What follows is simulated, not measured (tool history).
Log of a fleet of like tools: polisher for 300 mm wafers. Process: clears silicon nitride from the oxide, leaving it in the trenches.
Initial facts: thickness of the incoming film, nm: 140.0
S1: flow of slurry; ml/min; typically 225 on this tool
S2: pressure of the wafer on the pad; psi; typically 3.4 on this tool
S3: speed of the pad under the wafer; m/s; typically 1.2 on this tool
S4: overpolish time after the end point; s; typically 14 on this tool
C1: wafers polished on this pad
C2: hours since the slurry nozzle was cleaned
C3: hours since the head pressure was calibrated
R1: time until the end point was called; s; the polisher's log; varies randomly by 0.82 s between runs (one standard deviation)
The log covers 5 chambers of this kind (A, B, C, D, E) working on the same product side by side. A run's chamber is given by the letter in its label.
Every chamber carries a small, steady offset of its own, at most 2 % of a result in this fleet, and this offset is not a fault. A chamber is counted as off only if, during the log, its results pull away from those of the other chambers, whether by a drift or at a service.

run 1E day=0.292 | S1=225 S2=3.4 S3=1.2 S4=14 | C1=121 C2=576 C3=17.5 | R1=102.26
run 2D day=0.55 | S1=225 S2=3.4 S3=1.2 S4=14 | C1=299 C2=363.9 C3=354.8 | R1=102.21
-- day=0.558 chamber A: worn pad replaced by a new one
run 3B day=0.696 | S1=225 S2=3.4 S3=1.2 S4=14 | C1=371 C2=611.5 C3=47.9 | R1=103.23
run 4A day=0.946 | S1=225 S2=3.4 S3=1.2 S4=14 | C1=96 C2=214.8 C3=212.6 | R1=99.666
run 5C day=1.233 | S1=225 S2=3.4 S3=1.2 S4=14 | C1=401 C2=172.2 C3=652.1 | R1=101.64
run 6B day=1.504 | S1=225 S2=3.4 S3=1.2 S4=14 | C1=572 C2=630.9 C3=67.3 | R1=103.03
run 7A day=1.646 | S1=225 S2=3.4 S3=1.2 S4=14 | C1=270 C2=231.6 C3=229.4 | R1=100.88
run 8E day=1.917 | S1=225 S2=3.4 S3=1.2 S4=14 | C1=525 C2=615 C3=56.5 | R1=103.03
run 9D day=2.125 | S1=225 S2=3.4 S3=1.2 S4=14 | C1=690 C2=401.7 C3=392.6 | R1=103.19
-- day=2.162 chamber D: worn pad replaced by a new one
run 10C day=2.412 | S1=225 S2=3.4 S3=1.2 S4=14 | C1=694 C2=200.5 C3=680.4 | R1=102.08
run 11B day=2.708 | S1=225 S2=3.4 S3=1.2 S4=14 | C1=871 C2=659.8 C3=96.2 | R1=105.06
-- day=2.808 chamber E: worn pad replaced by a new one
-- day=2.883 chamber E: slurry nozzle cleaned
run 12C day=2.917 | S1=225 S2=3.4 S3=1.2 S4=14 | C1=820 C2=212.6 C3=692.5 | R1=102.17
run 13D day=3.154 | S1=225 S2=3.4 S3=1.2 S4=14 | C1=247 C2=426.4 C3=417.3 | R1=102.52
-- day=3.217 chamber C: worn pad replaced by a new one
run 14E day=3.396 | S1=225 S2=3.4 S3=1.2 S4=14 | C1=146 C2=12.4 C3=92 | R1=102.55
run 15A day=3.654 | S1=225 S2=3.4 S3=1.2 S4=14 | C1=769 C2=279.8 C3=277.6 | R1=99.822
run 16A day=3.954 | S1=225 S2=3.4 S3=1.2 S4=14 | C1=844 C2=287 C3=284.8 | R1=99.336
run 17E day=4.162 | S1=260 S2=3.4 S3=1.52 S4=14 | C1=337 C2=30.8 C3=110.4 | R1=79.276
-- day=4.221 chamber A: worn pad replaced by a new one
run 18C day=4.333 | S1=260 S2=3.4 S3=1.52 S4=14 | C1=277 C2=246.6 C3=726.5 | R1=79.882
-- day=4.6 chamber D: worn pad replaced by a new one
run 19B day=4.617 | S1=260 S2=3.4 S3=1.52 S4=14 | C1=1345 C2=705.6 C3=142 | R1=78.564
run 20D day=4.783 | S1=260 S2=3.4 S3=1.52 S4=14 | C1=46 C2=465.5 C3=456.4 | R1=80.203
run 21A day=5 | S1=260 S2=3.4 S3=1.52 S4=14 | C1=194 C2=312.1 C3=309.9 | R1=74.525
run 22C day=5.158 | S1=225 S2=3.4 S3=1.2 S4=14 | C1=482 C2=266.4 C3=746.3 | R1=102.06
run 23D day=5.317 | S1=225 S2=3.4 S3=1.2 S4=14 | C1=178 C2=478.3 C3=469.2 | R1=103.14
-- day=5.438 chamber E: worn pad replaced by a new one
run 24B day=5.45 | S1=225 S2=3.4 S3=1.2 S4=14 | C1=1552 C2=725.6 C3=162 | R1=104.62
run 25E day=5.592 | S1=225 S2=3.4 S3=1.2 S4=14 | C1=38 C2=65.1 C3=144.7 | R1=103.41
-- day=5.767 chamber B: worn pad replaced by a new one
run 26C day=5.775 | S1=225 S2=3.4 S3=1.2 S4=14 | C1=635 C2=281.2 C3=761.1 | R1=102.21
run 27B day=6.075 | S1=225 S2=3.4 S3=1.2 S4=14 | C1=76 C2=740.6 C3=177 | R1=102.35
-- day=6.254 chamber D: head pressure recalibrated
run 28D day=6.329 | S1=225 S2=3.4 S3=1.2 S4=14 | C1=430 C2=502.6 C3=1.9 | R1=101.47
run 29E day=6.542 | S1=225 S2=3.4 S3=1.2 S4=14 | C1=274 C2=87.9 C3=167.5 | R1=102.31
run 30A day=6.733 | S1=225 S2=3.4 S3=1.2 S4=14 | C1=624 C2=353.7 C3=351.5 | R1=95.538
-- day=6.783 chamber C: worn pad replaced by a new one
run 31D day=7.025 | S1=225 S2=3.4 S3=1.2 S4=14 | C1=603 C2=519.3 C3=18.6 | R1=101.16
-- day=7.125 chamber C: slurry nozzle cleaned
run 32C day=7.229 | S1=225 S2=3.4 S3=1.2 S4=14 | C1=111 C2=2.5 C3=796 | R1=101.83
run 33E day=7.492 | S1=225 S2=3.4 S3=1.2 S4=14 | C1=510 C2=110.7 C3=190.3 | R1=102.96
run 34A day=7.725 | S1=225 S2=3.4 S3=1.2 S4=14 | C1=871 C2=377.5 C3=375.3 | R1=95.483
-- day=7.858 chamber A: worn pad replaced by a new one
run 35B day=7.883 | S1=225 S2=3.4 S3=1.2 S4=14 | C1=526 C2=784 C3=220.4 | R1=102.87
-- day=7.975 chamber E: worn pad replaced by a new one
run 36A day=8.075 | S1=225 S2=3.4 S3=1.2 S4=14 | C1=54 C2=385.9 C3=383.7 | R1=93.39
run 37E day=8.275 | S1=225 S2=3.4 S3=1.2 S4=14 | C1=74 C2=129.5 C3=209.1 | R1=100.37

Decide between three cases: one chamber stands off from its peers, the gauge reading all wafers drifts, or nothing is wrong past each chamber's small offset. Where a chamber is off, say which and what most likely put it there.

One chamber, A, drifts off from the rest bit by bit.
Cause: head's pressure above its setpoint, % = 7.8.

Which of the 4 candidates below, each the usual settings with something changed and its results left as question marks, puts chamber A back in line with what the other chambers give on the usual settings?
A result is in line if it is within this distance of the other chambers' mean on the usual settings: R1 2.9 s
run 38A-1 day=8.488 | S1=225 S2=3.5 S3=1.26 S4=14 | R1=?
run 38A-2 day=8.488 | S1=225 S2=3.3 S3=1.14 S4=14 | R1=?
run 38A-3 day=8.488 | S1=225 S2=3.4 S3=1.16 S4=14 | R1=?
run 38A-4 day=8.488 | S1=225 S2=3.5 S3=1.22 S4=14 | R1=?

Average result of the remaining chambers running the usual settings: R1 102.22 s
run=38A-1 R1=86.887
run=38A-2 R1=101.78
run=38A-3 R1=97.128
run=38A-4 R1=89.742
38A-2 is the one that brings the chamber's results back in line with the other chambers.
